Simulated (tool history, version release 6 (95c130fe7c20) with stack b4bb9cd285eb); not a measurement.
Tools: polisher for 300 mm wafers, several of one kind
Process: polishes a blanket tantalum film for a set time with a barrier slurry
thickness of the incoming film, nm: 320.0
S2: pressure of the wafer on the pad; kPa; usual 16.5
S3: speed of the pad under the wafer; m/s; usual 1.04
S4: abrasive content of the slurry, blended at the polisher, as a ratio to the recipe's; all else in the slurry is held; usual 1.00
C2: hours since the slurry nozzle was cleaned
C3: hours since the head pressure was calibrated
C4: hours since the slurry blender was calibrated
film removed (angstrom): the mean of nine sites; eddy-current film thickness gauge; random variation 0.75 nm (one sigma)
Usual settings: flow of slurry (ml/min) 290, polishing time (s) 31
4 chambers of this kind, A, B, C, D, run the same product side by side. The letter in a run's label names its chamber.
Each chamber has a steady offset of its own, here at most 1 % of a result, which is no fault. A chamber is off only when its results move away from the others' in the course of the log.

run 1C hour=6.3 | flow_of_slurry_(ml/min)=290 S2=16.5 S3=1.04 S4=1.00 polishing_time_(s)=31 | wafers_polished_on_this_pad=1049 C2=41.8 C3=202.0 C4=107.6 | film_removed_(angstrom)=734.18
-- hour=6.8 chamber C: worn pad replaced by a new one
run 2B hour=14.2 | flow_of_slurry_(ml/min)=290 S2=16.5 S3=1.04 S4=1.00 polishing_time_(s)=31 | wafers_polished_on_this_pad=962 C2=82.8 C3=543.7 C4=75.8 | film_removed_(angstrom)=742.72
-- hour=21.2 chamber D: worn pad replaced by a new one
run 3D hour=22.2 | flow_of_slurry_(ml/min)=290 S2=16.5 S3=1.04 S4=1.00 polishing_time_(s)=31 | wafers_polished_on_this_pad=19 C2=128.8 C3=683.3 C4=156.8 | film_removed_(angstrom)=734.55
-- hour=29.5 chamber B: worn pad replaced by a new one
run 4A hour=30.1 | flow_of_slurry_(ml/min)=290 S2=16.5 S3=1.04 S4=1.00 polishing_time_(s)=31 | wafers_polished_on_this_pad=1045 C2=159.1 C3=55.2 C4=155.8 | film_removed_(angstrom)=724.82
run 5C hour=34.5 | flow_of_slurry_(ml/min)=290 S2=16.5 S3=1.04 S4=1.00 polishing_time_(s)=31 | wafers_polished_on_this_pad=502 C2=70.0 C3=230.2 C4=135.8 | film_removed_(angstrom)=733.15
run 6D hour=41.7 | flow_of_slurry_(ml/min)=290 S2=16.5 S3=1.04 S4=1.00 polishing_time_(s)=31 | wafers_polished_on_this_pad=372 C2=148.3 C3=702.8 C4=176.3 | film_removed_(angstrom)=736.11
run 7B hour=48.6 | flow_of_slurry_(ml/min)=290 S2=16.5 S3=1.04 S4=1.00 polishing_time_(s)=31 | wafers_polished_on_this_pad=347 C2=117.2 C3=578.1 C4=110.2 | film_removed_(angstrom)=735.58
run 8A hour=56.0 | flow_of_slurry_(ml/min)=290 S2=16.5 S3=1.04 S4=1.00 polishing_time_(s)=31 | wafers_polished_on_this_pad=1515 C2=185.0 C3=81.1 C4=181.7 | film_removed_(angstrom)=737.28
run 9D hour=63.5 | flow_of_slurry_(ml/min)=290 S2=16.5 S3=1.04 S4=1.00 polishing_time_(s)=31 | wafers_polished_on_this_pad=767 C2=170.1 C3=724.6 C4=198.1 | film_removed_(angstrom)=734.54
-- hour=65.9 chamber C: worn pad replaced by a new one
run 10B hour=67.9 | flow_of_slurry_(ml/min)=290 S2=13.8 S3=0.86 S4=1.00 polishing_time_(s)=31 | wafers_polished_on_this_pad=697 C2=136.5 C3=597.4 C4=129.5 | film_removed_(angstrom)=507.83
-- hour=70.4 chamber D: worn pad replaced by a new one
-- hour=71.3 chamber C: slurry blender recalibrated
run 11C hour=77.0 | flow_of_slurry_(ml/min)=290 S2=13.8 S3=0.86 S4=1.00 polishing_time_(s)=31 | wafers_polished_on_this_pad=201 C2=112.5 C3=272.7 C4=5.7 | film_removed_(angstrom)=507.67
run 12A hour=81.9 | flow_of_slurry_(ml/min)=290 S2=13.8 S3=0.86 S4=1.00 polishing_time_(s)=31 | wafers_polished_on_this_pad=1984 C2=210.9 C3=107.0 C4=207.6 | film_removed_(angstrom)=496.04
run 13C hour=89.4 | flow_of_slurry_(ml/min)=290 S2=13.8 S3=0.86 S4=1.00 polishing_time_(s)=31 | wafers_polished_on_this_pad=426 C2=124.9 C3=285.1 C4=18.1 | film_removed_(angstrom)=511.52
-- hour=92.0 chamber B: worn pad replaced by a new one
run 14B hour=95.5 | flow_of_slurry_(ml/min)=290 S2=16.5 S3=1.04 S4=1.00 polishing_time_(s)=31 | wafers_polished_on_this_pad=63 C2=164.1 C3=625.0 C4=157.1 | film_removed_(angstrom)=737.43
-- hour=98.9 chamber B: slurry blender recalibrated
run 15A hour=103.6 | flow_of_slurry_(ml/min)=290 S2=16.5 S3=1.04 S4=1.00 polishing_time_(s)=31 | wafers_polished_on_this_pad=2377 C2=232.6 C3=128.7 C4=229.3 | film_removed_(angstrom)=720.79
run 16D hour=107.9 | flow_of_slurry_(ml/min)=290 S2=16.5 S3=1.04 S4=1.00 polishing_time_(s)=31 | wafers_polished_on_this_pad=679 C2=214.5 C3=769.0 C4=242.5 | film_removed_(angstrom)=759.84
-- hour=111.1 chamber C: worn pad replaced by a new one
run 17D hour=116.5 | flow_of_slurry_(ml/min)=290 S2=16.5 S3=1.04 S4=1.00 polishing_time_(s)=31 | wafers_polished_on_this_pad=835 C2=223.1 C3=777.6 C4=251.1 | film_removed_(angstrom)=731.01
run 18C hour=122.0 | flow_of_slurry_(ml/min)=290 S2=16.5 S3=1.04 S4=1.00 polishing_time_(s)=31 | wafers_polished_on_this_pad=197 C2=157.5 C3=317.7 C4=50.7 | film_removed_(angstrom)=725.68
run 19B hour=127.8 | flow_of_slurry_(ml/min)=290 S2=16.5 S3=1.04 S4=1.00 polishing_time_(s)=31 | wafers_polished_on_this_pad=648 C2=196.4 C3=657.3 C4=29.0 | film_removed_(angstrom)=735.35
-- hour=128.7 chamber D: worn pad replaced by a new one
run 20A hour=133.8 | flow_of_slurry_(ml/min)=290 S2=16.5 S3=1.04 S4=1.00 polishing_time_(s)=31 | wafers_polished_on_this_pad=2924 C2=262.8 C3=158.9 C4=259.5 | film_removed_(angstrom)=702.31
run 21B hour=142.0 | flow_of_slurry_(ml/min)=290 S2=16.5 S3=1.04 S4=1.00 polishing_time_(s)=31 | wafers_polished_on_this_pad=906 C2=210.6 C3=671.5 C4=43.2 | film_removed_(angstrom)=732.51
run 22A hour=147.2 | flow_of_slurry_(ml/min)=290 S2=16.5 S3=1.04 S4=1.00 polishing_time_(s)=31 | wafers_polished_on_this_pad=3167 C2=276.2 C3=172.3 C4=272.9 | film_removed_(angstrom)=692.39
run 23D hour=156.0 | flow_of_slurry_(ml/min)=290 S2=16.5 S3=1.04 S4=1.00 polishing_time_(s)=31 | wafers_polished_on_this_pad=495 C2=262.6 C3=817.1 C4=290.6 | film_removed_(angstrom)=756.08
-- hour=158.6 chamber B: worn pad replaced by a new one
-- hour=161.6 chamber C: slurry nozzle cleaned
-- hour=162.4 chamber C: worn pad replaced by a new one
run 24C hour=163.5 | flow_of_slurry_(ml/min)=290 S2=16.5 S3=1.04 S4=1.00 polishing_time_(s)=31 | wafers_polished_on_this_pad=21 C2=2.0 C3=359.2 C4=92.2 | film_removed_(angstrom)=742.36
-- hour=170.3 chamber C: head pressure recalibrated
run 25D hour=172.4 | flow_of_slurry_(ml/min)=290 S2=16.5 S3=1.04 S4=1.00 polishing_time_(s)=31 | wafers_polished_on_this_pad=792 C2=279.0 C3=833.5 C4=307.0 | film_removed_(angstrom)=734.91
run 26C hour=179.6 | flow_of_slurry_(ml/min)=290 S2=16.5 S3=1.04 S4=1.00 polishing_time_(s)=31 | wafers_polished_on_this_pad=313 C2=18.1 C3=9.3 C4=108.3 | film_removed_(angstrom)=733.52
-- hour=183.2 chamber D: worn pad replaced by a new one
run 27B hour=185.0 | flow_of_slurry_(ml/min)=290 S2=16.5 S3=1.04 S4=1.00 polishing_time_(s)=31 | wafers_polished_on_this_pad=479 C2=253.6 C3=714.5 C4=86.2 | film_removed_(angstrom)=724.74
run 28A hour=192.2 | flow_of_slurry_(ml/min)=290 S2=16.5 S3=1.04 S4=1.00 polishing_time_(s)=31 | wafers_polished_on_this_pad=3982 C2=321.2 C3=217.3 C4=317.9 | film_removed_(angstrom)=660.05
run 29B hour=197.2 | flow_of_slurry_(ml/min)=290 S2=16.5 S3=1.04 S4=1.00 polishing_time_(s)=31 | wafers_polished_on_this_pad=700 C2=265.8 C3=726.7 C4=98.4 | film_removed_(angstrom)=743.27
-- hour=199.5 chamber C: slurry blender recalibrated
run 30D hour=206.3 | flow_of_slurry_(ml/min)=290 S2=16.5 S3=1.04 S4=1.00 polishing_time_(s)=31 | wafers_polished_on_this_pad=418 C2=312.9 C3=867.4 C4=340.9 | film_removed_(angstrom)=743.48
run 31C hour=211.8 | flow_of_slurry_(ml/min)=290 S2=16.5 S3=1.04 S4=1.00 polishing_time_(s)=31 | wafers_polished_on_this_pad=896 C2=50.3 C3=41.5 C4=12.4 | film_removed_(angstrom)=727.70
-- hour=214.4 chamber A: slurry blender recalibrated
-- hour=215.9 chamber B: worn pad replaced by a new one
run 32A hour=215.9 | flow_of_slurry_(ml/min)=290 S2=16.5 S3=1.04 S4=1.00 polishing_time_(s)=31 | wafers_polished_on_this_pad=4411 C2=344.9 C3=241.0 C4=1.6 | film_removed_(angstrom)=656.60
-- hour=222.0 chamber C: worn pad replaced by a new one
run 33D hour=224.2 | flow_of_slurry_(ml/min)=290 S2=16.5 S3=0.90 S4=1.25 polishing_time_(s)=31 | wafers_polished_on_this_pad=743 C2=330.8 C3=885.3 C4=358.8 | film_removed_(angstrom)=674.90
run 34C hour=228.7 | flow_of_slurry_(ml/min)=290 S2=16.5 S3=0.90 S4=1.25 polishing_time_(s)=31 | wafers_polished_on_this_pad=123 C2=67.2 C3=58.4 C4=29.3 | film_removed_(angstrom)=661.17
-- hour=232.6 chamber B: slurry blender recalibrated
run 35A hour=233.7 | flow_of_slurry_(ml/min)=290 S2=16.5 S3=0.90 S4=1.25 polishing_time_(s)=31 | wafers_polished_on_this_pad=4733 C2=362.7 C3=258.8 C4=19.4 | film_removed_(angstrom)=605.67
-- hour=234.4 chamber B: slurry nozzle cleaned
run 36B hour=241.9 | flow_of_slurry_(ml/min)=290 S2=16.5 S3=0.90 S4=1.25 polishing_time_(s)=31 | wafers_polished_on_this_pad=472 C2=7.5 C3=771.4 C4=9.3 | film_removed_(angstrom)=685.18
run 37B hour=246.9 | flow_of_slurry_(ml/min)=290 S2=16.5 S3=1.04 S4=1.00 polishing_time_(s)=31 | wafers_polished_on_this_pad=562 C2=12.5 C3=776.4 C4=14.3 | film_removed_(angstrom)=742.95
run 38C hour=252.1 | flow_of_slurry_(ml/min)=290 S2=16.5 S3=1.04 S4=1.00 polishing_time_(s)=31 | wafers_polished_on_this_pad=547 C2=90.6 C3=81.8 C4=52.7 | film_removed_(angstrom)=747.98
run 39A hour=259.3 | flow_of_slurry_(ml/min)=290 S2=16.5 S3=1.04 S4=1.00 polishing_time_(s)=31 | wafers_polished_on_this_pad=5197 C2=388.3 C3=284.4 C4=45.0 | film_removed_(angstrom)=634.45

Next, every chamber runs the same settings. What will each give?
run 40A hour=266.0 | flow_of_slurry_(ml/min)=290 S2=16.5 S3=1.04 S4=1.00 polishing_time_(s)=31 | film_removed_(angstrom)=?
run 40B hour=266.0 | flow_of_slurry_(ml/min)=290 S2=16.5 S3=1.04 S4=1.00 polishing_time_(s)=31 | film_removed_(angstrom)=?
run 40C hour=266.0 | flow_of_slurry_(ml/min)=290 S2=16.5 S3=1.04 S4=1.00 polishing_time_(s)=31 | film_removed_(angstrom)=?
run 40D hour=266.0 | flow_of_slurry_(ml/min)=290 S2=16.5 S3=1.04 S4=1.00 polishing_time_(s)=31 | film_removed_(angstrom)=?

run=40A film_removed_(angstrom)=647.74
run=40B film_removed_(angstrom)=729.31
run=40C film_removed_(angstrom)=738.98
run=40D film_removed_(angstrom)=737.99

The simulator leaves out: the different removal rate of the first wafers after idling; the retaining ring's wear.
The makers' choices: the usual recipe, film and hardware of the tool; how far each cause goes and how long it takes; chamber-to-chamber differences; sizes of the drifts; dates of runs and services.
